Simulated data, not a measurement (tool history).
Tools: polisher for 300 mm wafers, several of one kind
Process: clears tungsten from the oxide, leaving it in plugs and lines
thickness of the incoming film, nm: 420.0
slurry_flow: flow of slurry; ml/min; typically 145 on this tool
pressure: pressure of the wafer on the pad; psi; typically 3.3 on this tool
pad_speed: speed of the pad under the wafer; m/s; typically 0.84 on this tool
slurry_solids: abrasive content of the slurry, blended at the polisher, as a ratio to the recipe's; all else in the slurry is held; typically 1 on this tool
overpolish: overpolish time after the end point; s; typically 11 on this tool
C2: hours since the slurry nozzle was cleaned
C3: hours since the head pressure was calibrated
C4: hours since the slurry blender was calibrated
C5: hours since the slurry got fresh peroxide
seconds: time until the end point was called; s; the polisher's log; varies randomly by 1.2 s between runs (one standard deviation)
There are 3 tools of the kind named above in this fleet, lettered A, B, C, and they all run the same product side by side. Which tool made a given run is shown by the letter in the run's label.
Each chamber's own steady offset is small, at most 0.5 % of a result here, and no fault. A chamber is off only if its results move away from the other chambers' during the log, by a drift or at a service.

At hour 5.8: chamber C: worn pad replaced by a new one.
At hour 9.7: chamber A: slurry blender recalibrated.
Run 1B, hour 11.9: usual settings; wafers polished on this pad 1166; C2 482.2; C3 740.6; C4 336.4; C5 40.7. Result: seconds 131.82 s.
At hour 18.2: chamber B: worn pad replaced by a new one.
Run 2A, hour 18.7: usual settings; wafers polished on this pad 317; C2 62.4; C3 471.9; C4 9; C5 110.2. Result: seconds 127.23 s.
Run 3C, hour 28.8: usual settings; wafers polished on this pad 250; C2 775.7; C3 216.4; C4 162.2; C5 81.6. Result: seconds 132.2 s.
Run 4C, hour 37.6: usual settings; wafers polished on this pad 346; C2 784.5; C3 225.2; C4 171; C5 90.4. Result: seconds 130.07 s.
At hour 44.1: chamber B: slurry nozzle cleaned.
Run 5B, hour 49.6: usual settings; wafers polished on this pad 341; C2 5.5; C3 778.3; C4 374.1; C5 78.4. Result: seconds 127.81 s.
Run 6A, hour 59.2: usual settings; wafers polished on this pad 757; C2 102.9; C3 512.4; C4 49.5; C5 150.7. Result: seconds 129.55 s.
At hour 61.1: chamber C: slurry nozzle cleaned.
At hour 63.3: chamber C: slurry tank refilled with fresh slurry and peroxide.
Run 7B, hour 70: usual settings; wafers polished on this pad 562; C2 25.9; C3 798.7; C4 394.5; C5 98.8. Result: seconds 129.52 s.
Run 8C, hour 79.8: usual settings but slurry_solids 1.25, overpolish 5 s; wafers polished on this pad 804; C2 18.8; C3 267.4; C4 213.2; C5 16.5. Result: seconds 123.17 s.
Run 9A, hour 90.8: usual settings but slurry_solids 1.25, overpolish 5 s; wafers polished on this pad 1100; C2 134.5; C3 544; C4 81.1; C5 182.3. Result: seconds 121.33 s.
Run 10C, hour 103.3: usual settings but slurry_solids 1.25, overpolish 5 s; wafers polished on this pad 1059; C2 42.3; C3 290.9; C4 236.7; C5 40. Result: seconds 119.46 s.
Run 11B, hour 116.8: usual settings; wafers polished on this pad 1071; C2 72.7; C3 845.5; C4 441.3; C5 145.6. Result: seconds 129.31 s.
At hour 126.5: chamber C: worn pad replaced by a new one.
At hour 127.6: chamber B: slurry tank refilled with fresh slurry and peroxide.
At hour 129: chamber A: worn pad replaced by a new one.
Run 12A, hour 129.9: usual settings; wafers polished on this pad 9; C2 173.6; C3 583.1; C4 120.2; C5 221.4. Result: seconds 127.66 s.
At hour 131.3: chamber A: slurry tank refilled with fresh slurry and peroxide.
Run 13B, hour 141: usual settings but pressure 2.8 psi, slurry_solids 1.3; wafers polished on this pad 1334; C2 96.9; C3 869.7; C4 465.5; C5 13.5. Result: seconds 141.98 s.
At hour 151.4: chamber B: worn pad replaced by a new one.
Run 14A, hour 154: usual settings but pressure 2.8 psi, slurry_solids 1.3; wafers polished on this pad 271; C2 197.7; C3 607.2; C4 144.3; C5 22.7. Result: seconds 140.02 s.
At hour 163.5: chamber B: slurry blender recalibrated.
Run 15C, hour 166.3: usual settings but pressure 2.8 psi, slurry_solids 1.3; wafers polished on this pad 432; C2 105.3; C3 353.9; C4 299.7; C5 103. Result: seconds 146.78 s.
At hour 169.4: chamber C: slurry tank refilled with fresh slurry and peroxide.
Run 16C, hour 176.6: usual settings; wafers polished on this pad 544; C2 115.6; C3 364.2; C4 310; C5 7.2. Result: seconds 132.21 s.
Run 17B, hour 189.4: usual settings but pad_speed 0.54 m/s; wafers polished on this pad 412; C2 145.3; C3 918.1; C4 26; C5 61.9. Result: seconds 203.87 s.
Run 18A, hour 200.7: usual settings but pad_speed 0.54 m/s; wafers polished on this pad 778; C2 244.4; C3 653.9; C4 191; C5 69.4. Result: seconds 201.75 s.
Run 19B, hour 212.1: usual settings but pad_speed 0.54 m/s; wafers polished on this pad 659; C2 168; C3 940.8; C4 48.7; C5 84.6. Result: seconds 204.2 s.
Run 20C, hour 218.9: usual settings; wafers polished on this pad 1004; C2 157.9; C3 406.5; C4 352.3; C5 49.5. Result: seconds 133.69 s.
Run 21A, hour 226.6: usual settings but pad_speed 0.66 m/s; wafers polished on this pad 1060; C2 270.3; C3 679.8; C4 216.9; C5 95.3. Result: seconds 163.15 s.
At hour 229.1: chamber C: worn pad replaced by a new one.
Run 22B, hour 233.5: usual settings but pad_speed 0.66 m/s; wafers polished on this pad 891; C2 189.4; C3 962.2; C4 70.1; C5 106. Result: seconds 162.39 s.
Run 23C, hour 241.8: usual settings but pad_speed 0.66 m/s; wafers polished on this pad 138; C2 180.8; C3 429.4; C4 375.2; C5 72.4. Result: seconds 174.66 s.
At hour 246.3: chamber A: worn pad replaced by a new one.
Run 24A, hour 252: usual settings but pressure 2.9 psi; wafers polished on this pad 62; C2 295.7; C3 705.2; C4 242.3; C5 120.7. Result: seconds 145.05 s.
Run 25C, hour 260.9: usual settings but pressure 2.9 psi; wafers polished on this pad 345; C2 199.9; C3 448.5; C4 394.3; C5 91.5. Result: seconds 158.23 s.
Run 26A, hour 274.3: usual settings but pressure 2.9 psi; wafers polished on this pad 304; C2 318; C3 727.5; C4 264.6; C5 143. Result: seconds 145.56 s.

Read the log: is a single chamber off, either drifting away or since a service, is the gauge that measures every chamber drifting, or is nothing wrong beyond small per-chamber offsets? Name any odd chamber and what most likely caused it.

One chamber, C, drifts off from the rest bit by bit.
What lies behind it: abrasive missing from the slurry, % = 29.
It could be hard to tell apart here from: slurry flow missing at the pad, %; head's pressure below its setpoint, %.

Chamber C could run next with any of the 4 candidate recipes listed below; each alters the usual settings, and their results appear as question marks. Which one brings its results back in line with what the other chambers deliver on the usual settings?
Allowed miss from the other chambers' usual-settings mean, per result, to count as in line: seconds 4.2 s
Run 27C-1, hour 284.1: usual settings but slurry_solids 0.7. Result: seconds ?.
Run 27C-2, hour 284.1: usual settings but pressure 3.4 psi, pad_speed 0.88 m/s. Result: seconds ?.
Run 27C-3, hour 284.1: usual settings but pressure 3.1 psi, pad_speed 0.78 m/s. Result: seconds ?.
Run 27C-4, hour 284.1: usual settings but pad_speed 0.96 m/s. Result: seconds ?.

Usual-settings mean across the other chambers: seconds 128.89 s
  run  seconds
27C-1   150.93
27C-2    129.1
27C-3   159.41
27C-4   121.92
27C-2 is the one that brings the chamber's results back in line with the other chambers.

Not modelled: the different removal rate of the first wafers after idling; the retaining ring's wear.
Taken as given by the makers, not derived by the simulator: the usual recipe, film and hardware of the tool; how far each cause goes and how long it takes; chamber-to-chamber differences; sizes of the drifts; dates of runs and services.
